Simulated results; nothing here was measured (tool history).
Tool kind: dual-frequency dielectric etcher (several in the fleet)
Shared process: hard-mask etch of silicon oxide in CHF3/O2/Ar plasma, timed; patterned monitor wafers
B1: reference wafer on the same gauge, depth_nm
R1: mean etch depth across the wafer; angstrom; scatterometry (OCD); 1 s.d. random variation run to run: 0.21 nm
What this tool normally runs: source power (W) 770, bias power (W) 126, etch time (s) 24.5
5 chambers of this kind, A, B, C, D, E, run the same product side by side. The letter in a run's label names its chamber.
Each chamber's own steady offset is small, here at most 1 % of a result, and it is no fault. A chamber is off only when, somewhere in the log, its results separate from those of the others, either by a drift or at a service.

Run 1C, day 0.242: usual settings; B1 51.929. Result: R1 477.96 angstrom.
Run 2D, day 0.379: usual settings; B1 51.897. Result: R1 472.30 angstrom.
Run 3E, day 0.579: usual settings; B1 51.867. Result: R1 476.95 angstrom.
Run 4B, day 0.712: usual settings; B1 51.894. Result: R1 470.42 angstrom.
Run 5A, day 0.917: usual settings but bias power (W) 99, etch time (s) 28.0; B1 51.850. Result: R1 507.96 angstrom.
Run 6A, day 1.058: usual settings but bias power (W) 99, etch time (s) 28.0; B1 51.897. Result: R1 514.26 angstrom.
Run 7E, day 1.329: usual settings but bias power (W) 99, etch time (s) 28.0; B1 51.934. Result: R1 508.46 angstrom.
Run 8D, day 1.479: usual settings but bias power (W) 99, etch time (s) 28.0; B1 51.920. Result: R1 504.62 angstrom.
Run 9C, day 1.692: usual settings but bias power (W) 99, etch time (s) 28.0; B1 51.893. Result: R1 506.72 angstrom.
Run 10B, day 1.821: usual settings; B1 51.976. Result: R1 474.14 angstrom.
Run 11D, day 1.971: usual settings; B1 51.927. Result: R1 474.04 angstrom.
Run 12A, day 2.192: usual settings; B1 51.802. Result: R1 477.22 angstrom.
At day 2.388: chamber E: wet clean of the chamber.
Run 13B, day 2.429: usual settings but etch time (s) 28.5; B1 51.927. Result: R1 548.39 angstrom.
At day 2.554: chamber D: source power generator calibrated.
Run 14C, day 2.571: usual settings but etch time (s) 28.5; B1 51.872. Result: R1 557.96 angstrom.
At day 2.838: chamber B: wet clean of the chamber.
Run 15E, day 2.858: usual settings but etch time (s) 28.5; B1 51.934. Result: R1 556.91 angstrom.
Run 16D, day 3.079: usual settings but etch time (s) 28.5; B1 51.942. Result: R1 554.35 angstrom.
Run 17B, day 3.208: usual settings but etch time (s) 28.5; B1 51.915. Result: R1 550.80 angstrom.
Run 18C, day 3.375: usual settings; B1 51.967. Result: R1 476.84 angstrom.
Run 19A, day 3.646: usual settings but source power (W) 840, bias power (W) 111; B1 51.883. Result: R1 473.67 angstrom.
Run 20E, day 3.846: usual settings but source power (W) 840, bias power (W) 111; B1 51.857. Result: R1 473.83 angstrom.
Run 21D, day 4.075: usual settings but source power (W) 840, bias power (W) 111; B1 51.945. Result: R1 471.89 angstrom.
Run 22A, day 4.246: usual settings but source power (W) 840, bias power (W) 111; B1 51.893. Result: R1 479.70 angstrom.
At day 4.412: chamber A: wet clean of the chamber.
Run 23E, day 4.475: usual settings but source power (W) 840, bias power (W) 111; B1 51.874. Result: R1 473.57 angstrom.
Run 24C, day 4.629: usual settings; B1 51.889. Result: R1 477.73 angstrom.
Run 25B, day 4.817: usual settings; B1 51.923. Result: R1 473.44 angstrom.
Run 26C, day 5.042: usual settings; B1 51.857. Result: R1 474.55 angstrom.
Run 27B, day 5.179: usual settings; B1 51.916. Result: R1 475.44 angstrom.
Run 28E, day 5.350: usual settings but etch time (s) 27.0; B1 51.942. Result: R1 524.81 angstrom.
Run 29A, day 5.600: usual settings but etch time (s) 27.0; B1 51.886. Result: R1 529.54 angstrom.
Run 30D, day 5.746: usual settings but etch time (s) 27.0; B1 51.903. Result: R1 525.45 angstrom.
Run 31B, day 6.017: usual settings but etch time (s) 27.0; B1 51.906. Result: R1 522.37 angstrom.

Has any chamber moved away from the others, gradually or after a service, or does the common gauge drift, or do the chambers differ only by their own small steady offsets? State the chamber and the most likely cause if one applies.

Nothing is wrong: each chamber keeps only its own small, steady offset and the gauge holds still.

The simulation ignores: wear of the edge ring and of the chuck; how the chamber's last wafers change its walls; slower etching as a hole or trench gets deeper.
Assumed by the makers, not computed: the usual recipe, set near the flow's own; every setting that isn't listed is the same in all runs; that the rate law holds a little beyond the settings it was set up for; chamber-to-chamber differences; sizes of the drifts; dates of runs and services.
